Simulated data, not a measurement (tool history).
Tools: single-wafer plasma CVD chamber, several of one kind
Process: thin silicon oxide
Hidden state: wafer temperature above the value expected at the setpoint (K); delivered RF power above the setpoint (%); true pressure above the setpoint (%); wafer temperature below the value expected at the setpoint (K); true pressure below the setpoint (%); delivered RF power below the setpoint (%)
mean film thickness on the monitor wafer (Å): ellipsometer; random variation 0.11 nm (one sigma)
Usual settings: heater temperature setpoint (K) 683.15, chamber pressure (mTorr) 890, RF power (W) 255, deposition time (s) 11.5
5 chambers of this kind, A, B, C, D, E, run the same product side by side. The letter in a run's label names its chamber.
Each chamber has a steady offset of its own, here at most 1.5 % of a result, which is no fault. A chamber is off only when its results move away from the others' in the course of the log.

run   hour  heater temperature setpoint (K)  chamber pressure (mTorr)  RF power (W)  deposition time (s)  hours since the last thermocouple change  hours since the last RF generator calibration  hours since the last manometer calibration  read-back reference wafer on the same gauge, thickness_nm  mean film thickness on the monitor wafer (Å)
 1C   10.9                           683.15                       890           255                 11.5                                      69.0                                         1406.9                                      1107.3                                                     22.003                                        216.67
 2B   19.6                           683.15                       890           255                 11.5                                    1144.6                                          297.3                                      1073.4                                                     22.008                                        214.50
 3A   29.7                           683.15                       890           255                 11.5                                    2448.9                                         2026.3                                      1051.8                                                     22.012                                        214.52
 4E   41.8                           683.15                       890           255                 11.5                                    1129.8                                          750.5                                       519.5                                                     22.024                                        215.77
 5D   54.7                           677.15                       890           230                 11.5                                     605.4                                           89.7                                       268.5                                                     21.994                                        208.10
 6A   64.3                           677.15                       890           230                 11.5                                    2483.5                                         2060.9                                      1086.4                                                     21.965                                        206.68
 7E   76.2                           677.15                       890           230                 11.5                                    1164.2                                          784.9                                       553.9                                                     21.969                                        206.65
 8C   89.4                           677.15                       890           230                 11.5                                     147.5                                         1485.4                                      1185.8                                                     21.975                                        206.00
 9B  103.1                           677.15                       890           230                 11.5                                    1228.1                                          380.8                                      1156.9                                                     21.994                                        206.82
10D  112.2                           683.15                       890           255                 11.5                                     662.9                                          147.2                                       326.0                                                     21.968                                        215.42
11C  120.6                           683.15                       890           255                 11.5                                     178.7                                         1516.6                                      1217.0                                                     21.951                                        215.06
12D  131.8                           673.15                       977           255                 11.5                                     682.5                                          166.8                                       345.6                                                     22.003                                        234.09
13B  141.2                           673.15                       977           255                 11.5                                    1266.2                                          418.9                                      1195.0                                                     21.993                                        232.22
14A  148.9                           673.15                       977           255                 11.5                                    2568.1                                         2145.5                                      1171.0                                                     22.020                                        233.51
15E  161.2                           673.15                       977           255                 11.5                                    1249.2                                          869.9                                       638.9                                                     22.016                                        232.94
16D  171.5                           673.15                       977           255                 11.5                                     722.2                                          206.5                                       385.3                                                     22.004                                        232.55
17E  178.9                           683.15                       890           255                 11.5                                    1266.9                                          887.6                                       656.6                                                     21.998                                        216.70
18C  189.0                           683.15                       890           255                 11.5                                     247.1                                         1585.0                                      1285.4                                                     22.014                                        214.71
19B  198.3                           683.15                       890           255                 11.5                                    1323.3                                          476.0                                      1252.1                                                     21.994                                        214.71
20A  208.8                           683.15                       890           255                 11.5                                    2628.0                                         2205.4                                      1230.9                                                     22.029                                        214.82
21E  215.1                           683.15                       890           255                 11.5                                    1303.1                                          923.8                                       692.8                                                     22.002                                        216.42
22C  225.3                           683.15                       890           255                 11.5                                     283.4                                         1621.3                                      1321.7                                                     22.029                                        215.84
23D  237.5                           683.15                       890           255                 11.5                                     788.2                                          272.5                                       451.3                                                     22.004                                        209.78
     243.3  -- chamber A: thermocouple changed; heater temperature recalibrated
24B  248.7                           683.15                       890           255                 11.5                                    1373.7                                          526.4                                      1302.5                                                     22.034                                        215.24
25A  255.1                           683.15                       890           300                 12.3                                      11.9                                         2251.7                                      1277.2                                                     22.003                                        245.11
26A  264.6                           683.15                       890           300                 12.3                                      21.4                                         2261.2                                      1286.7                                                     21.997                                        243.96
27D  277.6                           683.15                       890           300                 12.3                                     828.3                                          312.6                                       491.4                                                     22.005                                        239.83
28B  291.5                           683.15                       890           300                 12.3                                    1416.5                                          569.2                                      1345.3                                                     21.998                                        246.85
29E  305.4                           683.15                       890           300                 12.3                                    1393.4                                         1014.1                                       783.1                                                     21.983                                        246.36
30C  317.1                           683.15                       890           255                 11.5                                     375.2                                         1713.1                                      1413.5                                                     22.009                                        213.98
     320.8  -- chamber B: thermocouple changed; heater temperature recalibrated
31D  323.9                           683.15                       890           255                 11.5                                     874.6                                          358.9                                       537.7                                                     21.966                                        210.55
32E  334.0                           683.15                       890           255                 11.5                                    1422.0                                         1042.7                                       811.7                                                     21.975                                        215.94
33C  347.7                           683.15                       890           255                 11.5                                     405.8                                         1743.7                                      1444.1                                                     21.976                                        216.30
34B  361.2                           683.15                       890           255                 11.5                                      40.4                                          638.9                                      1415.0                                                     21.975                                        213.30
35A  367.4                           683.15                       890           255                 11.5                                     124.2                                         2364.0                                      1389.5                                                     21.997                                        214.15
36D  374.3                           683.15                       972           215                 11.5                                     925.0                                          409.3                                       588.1                                                     21.977                                        204.53
37E  384.5                           683.15                       972           215                 11.5                                    1472.5                                         1093.2                                       862.2                                                     22.010                                        214.85
38C  396.9                           683.15                       972           215                 11.5                                     455.0                                         1792.9                                      1493.3                                                     21.972                                        212.83
39B  410.3                           683.15                       972           215                 11.5                                      89.5                                          688.0                                      1464.1                                                     21.988                                        214.32
40A  422.1                           683.15                       972           215                 11.5                                     178.9                                         2418.7                                      1444.2                                                     21.981                                        213.45
41B  433.0                           683.15                       890           255                 11.5                                     112.2                                          710.7                                      1486.8                                                     21.956                                        215.83

Is one chamber off against the others, does the gauge drift, or is nothing wrong? If a chamber is off, say which, and what the likeliest cause is.

Chamber D drifts away from the others.
Cause: true pressure below the setpoint (%) = 6.49.

Here are 4 candidates for chamber D's next run, each the usual settings with a change, their results left as question marks. Which one brings its results back in line with what the others give on the usual settings?
In line means no further than this from the other chambers' mean on the usual settings: mean film thickness on the monitor wafer (Å) 3.90
42D-1  443.1                           684.15                       890           230                 11.5                                                                                                                                                                                                                                             ?
42D-2  443.1                           683.15                       930           260                 11.5                                                                                                                                                                                                                                             ?
42D-3  443.1                           683.15                       819           250                 11.5                                                                                                                                                                                                                                             ?
42D-4  443.1                           683.15                       940           255                 12.0                                                                                                                                                                                                                                             ?

The other chambers' mean on the usual settings: mean film thickness on the monitor wafer (Å) 214.88
  run  mean film thickness on the monitor wafer (Å)
42D-1                                        195.50
42D-2                                        214.85
42D-3                                        188.75
42D-4                                        224.17
42D-2 brings the chamber back in line.
